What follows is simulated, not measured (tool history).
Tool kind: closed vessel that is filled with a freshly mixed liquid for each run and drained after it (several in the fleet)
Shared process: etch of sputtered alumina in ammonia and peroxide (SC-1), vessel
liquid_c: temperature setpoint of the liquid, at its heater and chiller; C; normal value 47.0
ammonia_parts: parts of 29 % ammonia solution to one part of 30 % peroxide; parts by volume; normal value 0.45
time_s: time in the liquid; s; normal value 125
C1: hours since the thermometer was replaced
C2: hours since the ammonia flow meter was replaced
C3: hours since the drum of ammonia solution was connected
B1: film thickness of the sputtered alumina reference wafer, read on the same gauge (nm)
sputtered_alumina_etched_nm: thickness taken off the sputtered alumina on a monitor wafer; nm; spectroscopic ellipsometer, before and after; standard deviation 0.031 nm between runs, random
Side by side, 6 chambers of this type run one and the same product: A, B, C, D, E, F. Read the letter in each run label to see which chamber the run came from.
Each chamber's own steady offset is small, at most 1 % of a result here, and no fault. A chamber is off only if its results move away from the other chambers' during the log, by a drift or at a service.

run 1A day=0.342 | liquid_c=47.0 ammonia_parts=0.45 time_s=125 | C1=751.9 C2=172.9 C3=449.1 | B1=30.003 | sputtered_alumina_etched_nm=4.8248
-- day=0.567 chamber C: new drum of ammonia solution connected
run 2E day=0.746 | liquid_c=47.0 ammonia_parts=0.45 time_s=125 | C1=174.2 C2=359.5 C3=310.4 | B1=29.988 | sputtered_alumina_etched_nm=4.8826
run 3B day=1.200 | liquid_c=47.0 ammonia_parts=0.45 time_s=125 | C1=1752.3 C2=219.9 C3=486.0 | B1=29.981 | sputtered_alumina_etched_nm=4.8628
run 4D day=1.542 | liquid_c=47.0 ammonia_parts=0.45 time_s=125 | C1=747.8 C2=494.7 C3=316.7 | B1=30.018 | sputtered_alumina_etched_nm=4.8101
run 5C day=1.850 | liquid_c=47.0 ammonia_parts=0.45 time_s=125 | C1=2338.0 C2=1611.9 C3=30.8 | B1=30.019 | sputtered_alumina_etched_nm=4.8412
run 6F day=2.312 | liquid_c=47.0 ammonia_parts=0.45 time_s=125 | C1=228.0 C2=591.8 C3=341.2 | B1=30.004 | sputtered_alumina_etched_nm=4.8318
run 7E day=2.554 | liquid_c=47.0 ammonia_parts=0.45 time_s=125 | C1=217.6 C2=402.9 C3=353.8 | B1=30.002 | sputtered_alumina_etched_nm=4.8685
-- day=2.671 chamber D: new drum of ammonia solution connected
run 8B day=2.879 | liquid_c=47.0 ammonia_parts=0.45 time_s=125 | C1=1792.6 C2=260.2 C3=526.3 | B1=29.998 | sputtered_alumina_etched_nm=4.8122
run 9F day=3.171 | liquid_c=47.0 ammonia_parts=0.45 time_s=125 | C1=248.6 C2=612.4 C3=361.8 | B1=29.997 | sputtered_alumina_etched_nm=4.8814
run 10C day=3.642 | liquid_c=47.0 ammonia_parts=0.45 time_s=125 | C1=2381.0 C2=1654.9 C3=73.8 | B1=30.042 | sputtered_alumina_etched_nm=4.9181
run 11A day=3.954 | liquid_c=47.0 ammonia_parts=0.45 time_s=125 | C1=838.6 C2=259.6 C3=535.8 | B1=30.009 | sputtered_alumina_etched_nm=4.7957
run 12D day=4.325 | liquid_c=47.0 ammonia_parts=0.45 time_s=125 | C1=814.6 C2=561.5 C3=39.8 | B1=29.980 | sputtered_alumina_etched_nm=4.8627
run 13D day=4.621 | liquid_c=47.0 ammonia_parts=0.45 time_s=125 | C1=821.7 C2=568.6 C3=46.9 | B1=29.973 | sputtered_alumina_etched_nm=4.7586
-- day=4.808 chamber A: new drum of ammonia solution connected
run 14A day=4.946 | liquid_c=47.0 ammonia_parts=0.45 time_s=125 | C1=862.4 C2=283.4 C3=3.3 | B1=29.998 | sputtered_alumina_etched_nm=4.7990
run 15B day=5.200 | liquid_c=47.0 ammonia_parts=0.45 time_s=125 | C1=1848.3 C2=315.9 C3=582.0 | B1=29.988 | sputtered_alumina_etched_nm=4.9157
run 16C day=5.638 | liquid_c=47.0 ammonia_parts=0.45 time_s=125 | C1=2428.9 C2=1702.8 C3=121.7 | B1=29.988 | sputtered_alumina_etched_nm=4.8548
run 17F day=5.996 | liquid_c=47.0 ammonia_parts=0.45 time_s=125 | C1=316.4 C2=680.2 C3=429.6 | B1=29.996 | sputtered_alumina_etched_nm=4.8366
run 18E day=6.400 | liquid_c=47.0 ammonia_parts=0.45 time_s=125 | C1=309.9 C2=495.2 C3=446.1 | B1=29.998 | sputtered_alumina_etched_nm=4.8195
run 19C day=6.654 | liquid_c=47.0 ammonia_parts=0.45 time_s=125 | C1=2453.3 C2=1727.2 C3=146.1 | B1=29.953 | sputtered_alumina_etched_nm=4.8753
run 20F day=7.029 | liquid_c=47.0 ammonia_parts=0.45 time_s=75 | C1=341.2 C2=705.0 C3=454.4 | B1=30.008 | sputtered_alumina_etched_nm=2.9141
run 21A day=7.342 | liquid_c=47.0 ammonia_parts=0.45 time_s=75 | C1=919.9 C2=340.9 C3=60.8 | B1=30.019 | sputtered_alumina_etched_nm=2.9123
run 22D day=7.608 | liquid_c=47.0 ammonia_parts=0.45 time_s=75 | C1=893.4 C2=640.3 C3=118.6 | B1=29.985 | sputtered_alumina_etched_nm=2.8785
run 23B day=7.921 | liquid_c=47.0 ammonia_parts=0.45 time_s=75 | C1=1913.6 C2=381.2 C3=647.3 | B1=30.025 | sputtered_alumina_etched_nm=2.9236
run 24E day=8.196 | liquid_c=47.0 ammonia_parts=0.45 time_s=75 | C1=353.0 C2=538.3 C3=489.2 | B1=30.005 | sputtered_alumina_etched_nm=2.9088
-- day=8.462 chamber C: thermometer replaced
run 25E day=8.492 | liquid_c=47.0 ammonia_parts=0.45 time_s=75 | C1=360.1 C2=545.4 C3=496.3 | B1=29.995 | sputtered_alumina_etched_nm=2.9207
run 26A day=8.754 | liquid_c=47.0 ammonia_parts=0.45 time_s=125 | C1=953.8 C2=374.8 C3=94.7 | B1=30.013 | sputtered_alumina_etched_nm=4.8024
run 27C day=9.042 | liquid_c=47.0 ammonia_parts=0.45 time_s=125 | C1=14.0 C2=1784.5 C3=203.4 | B1=29.989 | sputtered_alumina_etched_nm=4.9113
run 28F day=9.304 | liquid_c=42.0 ammonia_parts=0.45 time_s=125 | C1=395.8 C2=759.6 C3=509.0 | B1=29.984 | sputtered_alumina_etched_nm=3.6315
run 29D day=9.592 | liquid_c=42.0 ammonia_parts=0.45 time_s=125 | C1=941.0 C2=687.9 C3=166.2 | B1=30.008 | sputtered_alumina_etched_nm=3.6308
run 30B day=9.950 | liquid_c=42.0 ammonia_parts=0.45 time_s=125 | C1=1962.3 C2=429.9 C3=696.0 | B1=30.001 | sputtered_alumina_etched_nm=3.6250
-- day=10.075 chamber E: ammonia flow meter replaced
run 31F day=10.250 | liquid_c=42.0 ammonia_parts=0.45 time_s=125 | C1=418.5 C2=782.3 C3=531.7 | B1=29.984 | sputtered_alumina_etched_nm=3.6203
run 32E day=10.696 | liquid_c=42.0 ammonia_parts=0.45 time_s=125 | C1=413.0 C2=14.9 C3=549.2 | B1=30.002 | sputtered_alumina_etched_nm=3.6563
run 33B day=11.075 | liquid_c=42.0 ammonia_parts=0.45 time_s=125 | C1=1989.3 C2=456.9 C3=723.0 | B1=29.989 | sputtered_alumina_etched_nm=3.6574
run 34C day=11.417 | liquid_c=47.0 ammonia_parts=0.45 time_s=125 | C1=71.0 C2=1841.5 C3=260.4 | B1=29.986 | sputtered_alumina_etched_nm=4.9080
run 35D day=11.750 | liquid_c=47.0 ammonia_parts=0.45 time_s=125 | C1=992.8 C2=739.7 C3=218.0 | B1=29.994 | sputtered_alumina_etched_nm=4.8191
run 36A day=12.008 | liquid_c=47.0 ammonia_parts=0.45 time_s=125 | C1=1031.9 C2=452.9 C3=172.8 | B1=29.998 | sputtered_alumina_etched_nm=4.8351
run 37D day=12.229 | liquid_c=47.0 ammonia_parts=0.45 time_s=125 | C1=1004.3 C2=751.2 C3=229.5 | B1=30.008 | sputtered_alumina_etched_nm=4.8432
run 38C day=12.608 | liquid_c=47.0 ammonia_parts=0.45 time_s=125 | C1=99.6 C2=1870.1 C3=289.0 | B1=29.984 | sputtered_alumina_etched_nm=4.9198
-- day=12.800 chamber B: new drum of ammonia solution connected
run 39A day=13.058 | liquid_c=56.5 ammonia_parts=0.45 time_s=125 | C1=1057.1 C2=478.1 C3=198.0 | B1=29.977 | sputtered_alumina_etched_nm=8.1361
run 40B day=13.396 | liquid_c=56.5 ammonia_parts=0.45 time_s=125 | C1=2045.0 C2=512.6 C3=14.4 | B1=30.011 | sputtered_alumina_etched_nm=8.1782
run 41F day=13.838 | liquid_c=56.5 ammonia_parts=0.45 time_s=125 | C1=504.6 C2=868.4 C3=617.8 | B1=30.009 | sputtered_alumina_etched_nm=8.1709
run 42E day=14.112 | liquid_c=56.5 ammonia_parts=0.45 time_s=125 | C1=495.0 C2=96.9 C3=631.2 | B1=30.018 | sputtered_alumina_etched_nm=8.1890

One chamber off, gauge drift, or nothing amiss beyond the chambers' own small offsets? If it is a chamber, which one, and what is the likeliest cause?

Nothing is wrong: each chamber keeps only its own small, steady offset and the gauge holds still.

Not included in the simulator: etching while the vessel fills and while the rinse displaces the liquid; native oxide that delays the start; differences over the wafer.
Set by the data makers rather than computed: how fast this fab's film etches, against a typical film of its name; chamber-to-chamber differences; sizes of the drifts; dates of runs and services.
